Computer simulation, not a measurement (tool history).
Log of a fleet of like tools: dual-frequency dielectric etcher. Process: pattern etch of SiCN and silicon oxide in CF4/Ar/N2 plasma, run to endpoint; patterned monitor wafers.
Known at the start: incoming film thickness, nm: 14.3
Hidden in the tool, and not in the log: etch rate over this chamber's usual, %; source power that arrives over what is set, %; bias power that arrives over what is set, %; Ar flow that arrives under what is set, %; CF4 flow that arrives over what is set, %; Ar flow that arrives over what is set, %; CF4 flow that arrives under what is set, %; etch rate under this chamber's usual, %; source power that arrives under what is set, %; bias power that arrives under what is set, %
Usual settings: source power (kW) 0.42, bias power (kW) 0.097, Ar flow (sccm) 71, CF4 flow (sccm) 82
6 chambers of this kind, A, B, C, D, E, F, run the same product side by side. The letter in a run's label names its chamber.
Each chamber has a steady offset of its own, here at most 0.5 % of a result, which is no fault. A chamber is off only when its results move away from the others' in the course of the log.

run,hour,source power (kW),bias power (kW),Ar flow (sccm),CF4 flow (sccm),hours since the last wet clean,hours since the last source power generator calibration,hours since the last bias power generator calibration,hours since the last Ar flow controller change,hours since the last CF4 flow controller change,endpoint time (s)
1D,5.8,0.42,0.097,71,82,255.8,2723.6,702.4,1260.4,515,14.911
2E,9.6,0.42,0.097,71,82,364.8,1151.1,3864,1322.6,2657.7,14.951
3C,12.3,0.42,0.097,71,82,40.8,104.3,1907.4,585.6,3285.4,14.911
4A,16.7,0.42,0.097,71,82,246.1,3592.1,437.9,1577.9,6367.6,14.969
# hour 16.8: chamber F: Ar flow controller replaced
5F,20.3,0.42,0.097,71,82,133.1,3471.9,599.8,3.6,1488.4,15.055
6B,24.9,0.42,0.097,71,82,462.8,677.5,3294.7,2818,1284.8,14.997
7B,28.2,0.42,0.097,71,82,466.1,680.8,3298,2821.3,1288.1,14.993
8D,31.5,0.42,0.097,71,82,281.5,2749.3,728.1,1286.1,540.7,15.002
9C,34,0.42,0.097,71,82,62.5,126,1929.1,607.3,3307.1,14.877
10F,38.2,0.42,0.097,71,82,151,3489.8,617.7,21.5,1506.3,14.965
11E,42.8,0.42,0.097,71,82,398,1184.3,3897.2,1355.8,2690.9,14.896
12A,48.3,0.37,0.097,71,94,277.7,3623.7,469.5,1609.5,6399.2,16.52
13E,52.8,0.37,0.097,71,94,408,1194.3,3907.2,1365.8,2700.9,16.518
14C,56.5,0.37,0.097,71,94,85,148.5,1951.6,629.8,3329.6,16.523
15B,62.3,0.37,0.097,71,94,500.2,714.9,3332.1,2855.4,1322.2,16.507
16A,68,0.37,0.097,71,94,297.4,3643.4,489.2,1629.2,6418.9,16.548
17F,71.3,0.37,0.097,71,94,184.1,3522.9,650.8,54.6,1539.4,16.536
# hour 74.4: chamber E: wet clean of the chamber
18D,75.9,0.42,0.097,71,82,325.9,2793.7,772.5,1330.5,585.1,15.233
# hour 79: chamber B: wet clean of the chamber
19A,79.3,0.42,0.097,86,82,308.7,3654.7,500.5,1640.5,6430.2,15.375
# hour 82.6: chamber A: CF4 flow controller replaced
20B,84.3,0.42,0.097,86,82,5.4,736.9,3354.1,2877.4,1344.2,15.402
21F,88.6,0.42,0.097,86,82,201.4,3540.2,668.1,71.9,1556.7,15.32
22C,94.2,0.42,0.097,86,82,122.7,186.2,1989.3,667.5,3367.3,15.225
23D,99.6,0.42,0.097,86,82,349.6,2817.4,796.2,1354.2,608.8,15.585
24E,103.2,0.42,0.097,86,82,28.8,1244.7,3957.6,1416.2,2751.3,15.311
25D,108.3,0.42,0.097,71,82,358.3,2826.1,804.9,1362.9,617.5,15.302
26A,111.1,0.42,0.097,71,82,340.5,3686.5,532.3,1672.3,28.6,14.985
27F,114,0.42,0.097,71,82,226.8,3565.6,693.5,97.3,1582.1,14.958
28E,118.1,0.42,0.097,71,82,43.7,1259.6,3972.5,1431.1,2766.2,14.963
29C,122,0.42,0.097,71,71,150.5,214,2017.1,695.3,3395.1,15.238
30B,126,0.42,0.097,71,71,47.1,778.6,3395.8,2919.1,1385.9,15.241
31B,131.1,0.42,0.097,71,71,52.2,783.7,3400.9,2924.2,1391,15.318
32F,135.4,0.42,0.097,71,71,248.2,3587,714.9,118.7,1603.5,15.166
33A,139.9,0.42,0.097,71,71,369.3,3715.3,561.1,1701.1,57.4,15.305
34C,144.5,0.42,0.097,71,71,173,236.5,2039.6,717.8,3417.6,15.24
35E,148.9,0.42,0.097,71,82,74.5,1290.4,4003.3,1461.9,2797,14.923
36D,153.2,0.42,0.097,71,82,403.2,2871,849.8,1407.8,662.4,15.468
37B,156.9,0.42,0.097,71,82,78,809.5,3426.7,2950,1416.8,15.033
38D,160.8,0.42,0.097,71,82,410.8,2878.6,857.4,1415.4,670,15.576
39F,165.4,0.42,0.097,71,82,278.2,3617,744.9,148.7,1633.5,14.92
40E,170.8,0.48,0.097,71,89,96.4,1312.3,4025.2,1483.8,2818.9,13.084

What goes on in this fleet: one chamber off, a drifting gauge, or nothing beyond the chambers' own small offsets? Name the chamber and the cause, if any.

Chamber D drifts away from the others.
Cause: etch rate under this chamber's usual, % = 4.39.
The log may not tell that from: source power that arrives under what is set, %.

Here are 4 candidates for chamber D's next run, each the usual settings with a change, their results left as question marks. Which one brings its results back in line with what the others give on the usual settings?
In line means no further than this from the other chambers' mean on the usual settings: endpoint time (s) 0.18
41D-1,175,0.42,0.097,89,62,,,,,,?
41D-2,175,0.44,0.097,71,83,,,,,,?
41D-3,175,0.42,0.113,67,86,,,,,,?
41D-4,175,0.4,0.097,71,82,,,,,,?

The other chambers' mean on the usual settings: endpoint time (s) 14.978
run,endpoint time (s)
41D-1,16.639
41D-2,14.964
41D-3,14.64
41D-4,16.296
41D-2 brings the chamber back in line.
